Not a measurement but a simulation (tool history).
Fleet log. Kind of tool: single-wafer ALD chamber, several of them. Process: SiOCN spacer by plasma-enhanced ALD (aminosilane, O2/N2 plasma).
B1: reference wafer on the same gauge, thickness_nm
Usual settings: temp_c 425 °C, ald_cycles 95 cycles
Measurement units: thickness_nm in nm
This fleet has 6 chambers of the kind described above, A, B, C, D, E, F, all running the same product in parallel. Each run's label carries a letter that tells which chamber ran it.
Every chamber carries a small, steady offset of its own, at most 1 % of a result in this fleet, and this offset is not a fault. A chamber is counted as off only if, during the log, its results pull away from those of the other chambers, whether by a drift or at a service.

Run 1F, hour 9.4: usual settings; B1 4.5503. Result: thickness_nm 5.3502 nm.
Run 2E, hour 20.9: usual settings; B1 4.5513. Result: thickness_nm 5.3209 nm.
Run 3B, hour 30.5: usual settings; B1 4.5533. Result: thickness_nm 5.3105 nm.
At hour 35.8: chamber D: thermocouple changed; heater temperature recalibrated.
At hour 36.1: chamber C: thermocouple changed; heater temperature recalibrated.
Run 4D, hour 43.2: usual settings; B1 4.5532. Result: thickness_nm 5.3579 nm.
Run 5C, hour 52.2: usual settings; B1 4.5540. Result: thickness_nm 5.2661 nm.
Run 6A, hour 59.9: usual settings; B1 4.5541. Result: thickness_nm 5.2933 nm.
Run 7D, hour 71.3: usual settings but temp_c 415 °C, ald_cycles 113 cycles; B1 4.5570. Result: thickness_nm 6.5731 nm.
Run 8F, hour 82.2: usual settings but temp_c 415 °C, ald_cycles 113 cycles; B1 4.5553. Result: thickness_nm 6.5675 nm.
Run 9C, hour 96.2: usual settings but temp_c 415 °C, ald_cycles 113 cycles; B1 4.5561. Result: thickness_nm 6.4740 nm.
Run 10E, hour 108.0: usual settings but temp_c 415 °C, ald_cycles 113 cycles; B1 4.5573. Result: thickness_nm 6.5535 nm.
Run 11A, hour 118.5: usual settings but temp_c 415 °C, ald_cycles 113 cycles; B1 4.5565. Result: thickness_nm 6.5060 nm.
Run 12B, hour 131.2: usual settings but temp_c 415 °C, ald_cycles 113 cycles; B1 4.5589. Result: thickness_nm 6.5452 nm.
Run 13F, hour 139.3: usual settings; B1 4.5603. Result: thickness_nm 5.3385 nm.
At hour 141.4: chamber B: thermocouple changed; heater temperature recalibrated.
Run 14A, hour 148.3: usual settings; B1 4.5615. Result: thickness_nm 5.2974 nm.
Run 15B, hour 157.8: usual settings; B1 4.5606. Result: thickness_nm 5.3360 nm.
Run 16E, hour 164.6: usual settings; B1 4.5601. Result: thickness_nm 5.3281 nm.
Run 17C, hour 176.8: usual settings; B1 4.5617. Result: thickness_nm 5.2733 nm.
Run 18D, hour 189.1: usual settings; B1 4.5636. Result: thickness_nm 5.3494 nm.
Run 19D, hour 203.1: usual settings but temp_c 434 °C; B1 4.5642. Result: thickness_nm 5.2254 nm.
Run 20E, hour 215.1: usual settings but temp_c 434 °C; B1 4.5637. Result: thickness_nm 5.1812 nm.
Run 21A, hour 226.0: usual settings but temp_c 434 °C; B1 4.5658. Result: thickness_nm 5.1507 nm.
Run 22B, hour 234.2: usual settings but temp_c 434 °C; B1 4.5670. Result: thickness_nm 5.1795 nm.
Run 23C, hour 245.3: usual settings but temp_c 434 °C; B1 4.5666. Result: thickness_nm 5.1236 nm.
Run 24F, hour 259.4: usual settings but temp_c 434 °C; B1 4.5676. Result: thickness_nm 5.2010 nm.
Run 25B, hour 266.2: usual settings but temp_c 439 °C, ald_cycles 108 cycles; B1 4.5664. Result: thickness_nm 5.7946 nm.
Run 26A, hour 280.7: usual settings but temp_c 439 °C, ald_cycles 108 cycles; B1 4.5687. Result: thickness_nm 5.7716 nm.
Run 27F, hour 290.5: usual settings but temp_c 439 °C, ald_cycles 108 cycles; B1 4.5699. Result: thickness_nm 5.8243 nm.
Run 28E, hour 298.9: usual settings but temp_c 439 °C, ald_cycles 108 cycles; B1 4.5688. Result: thickness_nm 5.8076 nm.
Run 29C, hour 305.3: usual settings but temp_c 439 °C, ald_cycles 108 cycles; B1 4.5712. Result: thickness_nm 5.7308 nm.
Run 30D, hour 315.2: usual settings but temp_c 439 °C, ald_cycles 108 cycles; B1 4.5699. Result: thickness_nm 5.8258 nm.
Run 31F, hour 326.2: usual settings; B1 4.5717. Result: thickness_nm 5.3632 nm.
Run 32E, hour 340.3: usual settings; B1 4.5717. Result: thickness_nm 5.3429 nm.
Run 33B, hour 351.0: usual settings but temp_c 412 °C, ald_cycles 112 cycles; B1 4.5744. Result: thickness_nm 6.5726 nm.
Run 34C, hour 360.4: usual settings but temp_c 412 °C, ald_cycles 112 cycles; B1 4.5725. Result: thickness_nm 6.4914 nm.
Run 35D, hour 369.3: usual settings but temp_c 412 °C, ald_cycles 112 cycles; B1 4.5750. Result: thickness_nm 6.5983 nm.
Run 36A, hour 378.7: usual settings but temp_c 412 °C, ald_cycles 112 cycles; B1 4.5757. Result: thickness_nm 6.5225 nm.
Run 37F, hour 388.7: usual settings but temp_c 412 °C, ald_cycles 112 cycles; B1 4.5776. Result: thickness_nm 6.5908 nm.
Run 38D, hour 400.9: usual settings but temp_c 412 °C, ald_cycles 112 cycles; B1 4.5779. Result: thickness_nm 6.5967 nm.
Run 39E, hour 413.1: usual settings; B1 4.5764. Result: thickness_nm 5.3500 nm.
Run 40C, hour 424.2: usual settings; B1 4.5787. Result: thickness_nm 5.3043 nm.

Read the log: is a single chamber off, either drifting away or since a service, is the gauge that measures every chamber drifting, or is nothing wrong beyond small per-chamber offsets? Name any odd chamber and what most likely caused it.

The shared gauge is drifting. All chambers look as if they move in step, but none is off.
Cause: gauge reads high (%) = 0.637.

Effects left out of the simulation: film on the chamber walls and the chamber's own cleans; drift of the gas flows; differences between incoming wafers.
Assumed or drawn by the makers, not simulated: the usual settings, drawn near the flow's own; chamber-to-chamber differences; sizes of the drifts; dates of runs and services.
